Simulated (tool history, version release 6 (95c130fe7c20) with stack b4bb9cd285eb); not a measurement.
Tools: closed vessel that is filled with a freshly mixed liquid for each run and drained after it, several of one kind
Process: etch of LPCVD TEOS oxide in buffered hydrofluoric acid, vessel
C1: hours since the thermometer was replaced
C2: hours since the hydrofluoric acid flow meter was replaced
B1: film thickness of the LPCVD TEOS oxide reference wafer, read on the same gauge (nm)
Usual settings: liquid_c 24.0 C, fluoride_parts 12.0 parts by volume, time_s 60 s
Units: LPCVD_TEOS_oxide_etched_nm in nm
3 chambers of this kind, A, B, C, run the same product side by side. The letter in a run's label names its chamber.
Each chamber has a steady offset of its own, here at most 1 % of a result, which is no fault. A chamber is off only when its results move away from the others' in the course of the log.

{"run": "1B", "hour": 6.4, "liquid_c": 24.0, "fluoride_parts": 12.0, "time_s": 60, "C1": 578.7, "C2": 1859.1, "B1": 49.991, "LPCVD_TEOS_oxide_etched_nm": 116.13}
{"run": "2A", "hour": 12.5, "liquid_c": 24.0, "fluoride_parts": 12.0, "time_s": 60, "C1": 818.7, "C2": 414.7, "B1": 50.008, "LPCVD_TEOS_oxide_etched_nm": 116.88}
{"hour": 15.4, "done": "chamber B: hydrofluoric acid flow meter replaced"}
{"run": "3C", "hour": 17.9, "liquid_c": 24.0, "fluoride_parts": 12.0, "time_s": 60, "C1": 1123.5, "C2": 1163.9, "B1": 50.002, "LPCVD_TEOS_oxide_etched_nm": 116.46}
{"run": "4C", "hour": 23.8, "liquid_c": 24.0, "fluoride_parts": 12.0, "time_s": 60, "C1": 1129.4, "C2": 1169.8, "B1": 50.004, "LPCVD_TEOS_oxide_etched_nm": 114.76}
{"run": "5A", "hour": 28.8, "liquid_c": 24.0, "fluoride_parts": 12.0, "time_s": 60, "C1": 835.0, "C2": 431.0, "B1": 50.004, "LPCVD_TEOS_oxide_etched_nm": 115.13}
{"run": "6B", "hour": 36.9, "liquid_c": 24.0, "fluoride_parts": 12.0, "time_s": 60, "C1": 609.2, "C2": 21.6, "B1": 49.98, "LPCVD_TEOS_oxide_etched_nm": 115.46}
{"run": "7B", "hour": 41.3, "liquid_c": 24.0, "fluoride_parts": 12.0, "time_s": 60, "C1": 613.6, "C2": 26.0, "B1": 50.014, "LPCVD_TEOS_oxide_etched_nm": 114.77}
{"run": "8A", "hour": 50.6, "liquid_c": 24.0, "fluoride_parts": 12.0, "time_s": 60, "C1": 856.8, "C2": 452.8, "B1": 49.992, "LPCVD_TEOS_oxide_etched_nm": 116.26}
{"run": "9C", "hour": 55.7, "liquid_c": 24.0, "fluoride_parts": 12.0, "time_s": 60, "C1": 1161.3, "C2": 1201.7, "B1": 49.988, "LPCVD_TEOS_oxide_etched_nm": 115.89}
{"run": "10B", "hour": 64.4, "liquid_c": 24.0, "fluoride_parts": 12.0, "time_s": 60, "C1": 636.7, "C2": 49.1, "B1": 49.978, "LPCVD_TEOS_oxide_etched_nm": 116.5}
{"run": "11A", "hour": 73.0, "liquid_c": 28.0, "fluoride_parts": 12.0, "time_s": 50, "C1": 879.2, "C2": 475.2, "B1": 50.0, "LPCVD_TEOS_oxide_etched_nm": 120.87}
{"run": "12C", "hour": 79.1, "liquid_c": 28.0, "fluoride_parts": 12.0, "time_s": 50, "C1": 1184.7, "C2": 1225.1, "B1": 50.008, "LPCVD_TEOS_oxide_etched_nm": 119.45}
{"run": "13B", "hour": 86.8, "liquid_c": 28.0, "fluoride_parts": 12.0, "time_s": 50, "C1": 659.1, "C2": 71.5, "B1": 50.009, "LPCVD_TEOS_oxide_etched_nm": 120.13}
{"run": "14A", "hour": 94.7, "liquid_c": 24.0, "fluoride_parts": 12.0, "time_s": 60, "C1": 900.9, "C2": 496.9, "B1": 50.002, "LPCVD_TEOS_oxide_etched_nm": 116.5}
{"run": "15C", "hour": 99.4, "liquid_c": 24.0, "fluoride_parts": 12.0, "time_s": 60, "C1": 1205.0, "C2": 1245.4, "B1": 50.009, "LPCVD_TEOS_oxide_etched_nm": 116.1}
{"run": "16C", "hour": 105.5, "liquid_c": 24.0, "fluoride_parts": 12.0, "time_s": 60, "C1": 1211.1, "C2": 1251.5, "B1": 50.012, "LPCVD_TEOS_oxide_etched_nm": 118.15}
{"run": "17A", "hour": 113.4, "liquid_c": 24.0, "fluoride_parts": 16.0, "time_s": 60, "C1": 919.6, "C2": 515.6, "B1": 50.002, "LPCVD_TEOS_oxide_etched_nm": 87.584}
{"run": "18B", "hour": 122.3, "liquid_c": 24.0, "fluoride_parts": 16.0, "time_s": 60, "C1": 694.6, "C2": 107.0, "B1": 50.028, "LPCVD_TEOS_oxide_etched_nm": 88.334}
{"run": "19A", "hour": 129.9, "liquid_c": 24.0, "fluoride_parts": 16.0, "time_s": 60, "C1": 936.1, "C2": 532.1, "B1": 50.017, "LPCVD_TEOS_oxide_etched_nm": 88.411}
{"run": "20C", "hour": 137.7, "liquid_c": 24.0, "fluoride_parts": 12.0, "time_s": 60, "C1": 1243.3, "C2": 1283.7, "B1": 50.025, "LPCVD_TEOS_oxide_etched_nm": 119.77}
{"run": "21B", "hour": 145.1, "liquid_c": 24.0, "fluoride_parts": 12.0, "time_s": 60, "C1": 717.4, "C2": 129.8, "B1": 50.009, "LPCVD_TEOS_oxide_etched_nm": 118.18}
{"run": "22C", "hour": 150.2, "liquid_c": 24.0, "fluoride_parts": 12.0, "time_s": 60, "C1": 1255.8, "C2": 1296.2, "B1": 50.028, "LPCVD_TEOS_oxide_etched_nm": 121.62}
{"run": "23A", "hour": 156.2, "liquid_c": 24.0, "fluoride_parts": 12.0, "time_s": 60, "C1": 962.4, "C2": 558.4, "B1": 49.995, "LPCVD_TEOS_oxide_etched_nm": 117.67}
{"run": "24B", "hour": 162.2, "liquid_c": 24.0, "fluoride_parts": 12.0, "time_s": 60, "C1": 734.5, "C2": 146.9, "B1": 50.021, "LPCVD_TEOS_oxide_etched_nm": 115.03}
{"run": "25C", "hour": 170.8, "liquid_c": 24.0, "fluoride_parts": 12.0, "time_s": 60, "C1": 1276.4, "C2": 1316.8, "B1": 50.014, "LPCVD_TEOS_oxide_etched_nm": 122.35}
{"run": "26A", "hour": 180.3, "liquid_c": 24.0, "fluoride_parts": 7.5, "time_s": 85, "C1": 986.5, "C2": 582.5, "B1": 49.994, "LPCVD_TEOS_oxide_etched_nm": 257.49}
{"run": "27B", "hour": 186.3, "liquid_c": 24.0, "fluoride_parts": 7.5, "time_s": 85, "C1": 758.6, "C2": 171.0, "B1": 49.995, "LPCVD_TEOS_oxide_etched_nm": 257.43}
{"run": "28B", "hour": 195.0, "liquid_c": 24.0, "fluoride_parts": 7.5, "time_s": 85, "C1": 767.3, "C2": 179.7, "B1": 50.026, "LPCVD_TEOS_oxide_etched_nm": 255.21}
{"run": "29A", "hour": 201.4, "liquid_c": 24.0, "fluoride_parts": 12.0, "time_s": 60, "C1": 1007.6, "C2": 603.6, "B1": 49.993, "LPCVD_TEOS_oxide_etched_nm": 117.08}
{"run": "30C", "hour": 211.2, "liquid_c": 24.0, "fluoride_parts": 12.0, "time_s": 60, "C1": 1316.8, "C2": 1357.2, "B1": 50.001, "LPCVD_TEOS_oxide_etched_nm": 126.59}
{"run": "31A", "hour": 218.1, "liquid_c": 24.0, "fluoride_parts": 12.0, "time_s": 60, "C1": 1024.3, "C2": 620.3, "B1": 49.981, "LPCVD_TEOS_oxide_etched_nm": 115.43}
{"run": "32B", "hour": 227.0, "liquid_c": 24.0, "fluoride_parts": 12.0, "time_s": 60, "C1": 799.3, "C2": 211.7, "B1": 50.009, "LPCVD_TEOS_oxide_etched_nm": 116.42}
{"run": "33C", "hour": 236.5, "liquid_c": 22.5, "fluoride_parts": 12.0, "time_s": 60, "C1": 1342.1, "C2": 1382.5, "B1": 50.017, "LPCVD_TEOS_oxide_etched_nm": 120.23}
{"run": "34C", "hour": 243.7, "liquid_c": 22.5, "fluoride_parts": 12.0, "time_s": 60, "C1": 1349.3, "C2": 1389.7, "B1": 49.998, "LPCVD_TEOS_oxide_etched_nm": 118.71}
{"run": "35A", "hour": 249.4, "liquid_c": 22.5, "fluoride_parts": 12.0, "time_s": 60, "C1": 1055.6, "C2": 651.6, "B1": 50.007, "LPCVD_TEOS_oxide_etched_nm": 106.48}
{"run": "36B", "hour": 253.7, "liquid_c": 24.0, "fluoride_parts": 8.5, "time_s": 75, "C1": 826.0, "C2": 238.4, "B1": 49.981, "LPCVD_TEOS_oxide_etched_nm": 199.56}
{"run": "37A", "hour": 260.1, "liquid_c": 24.0, "fluoride_parts": 8.5, "time_s": 75, "C1": 1066.3, "C2": 662.3, "B1": 49.989, "LPCVD_TEOS_oxide_etched_nm": 199.01}

Next, every chamber runs the same settings. What will each give?
{"run": "38A", "hour": 267.1, "liquid_c": 24.0, "fluoride_parts": 12.0, "time_s": 60, "LPCVD_TEOS_oxide_etched_nm": "?"}
{"run": "38B", "hour": 267.1, "liquid_c": 24.0, "fluoride_parts": 12.0, "time_s": 60, "LPCVD_TEOS_oxide_etched_nm": "?"}
{"run": "38C", "hour": 267.1, "liquid_c": 24.0, "fluoride_parts": 12.0, "time_s": 60, "LPCVD_TEOS_oxide_etched_nm": "?"}

run=38A LPCVD_TEOS_oxide_etched_nm=117.190
run=38B LPCVD_TEOS_oxide_etched_nm=114.990
run=38C LPCVD_TEOS_oxide_etched_nm=133.230
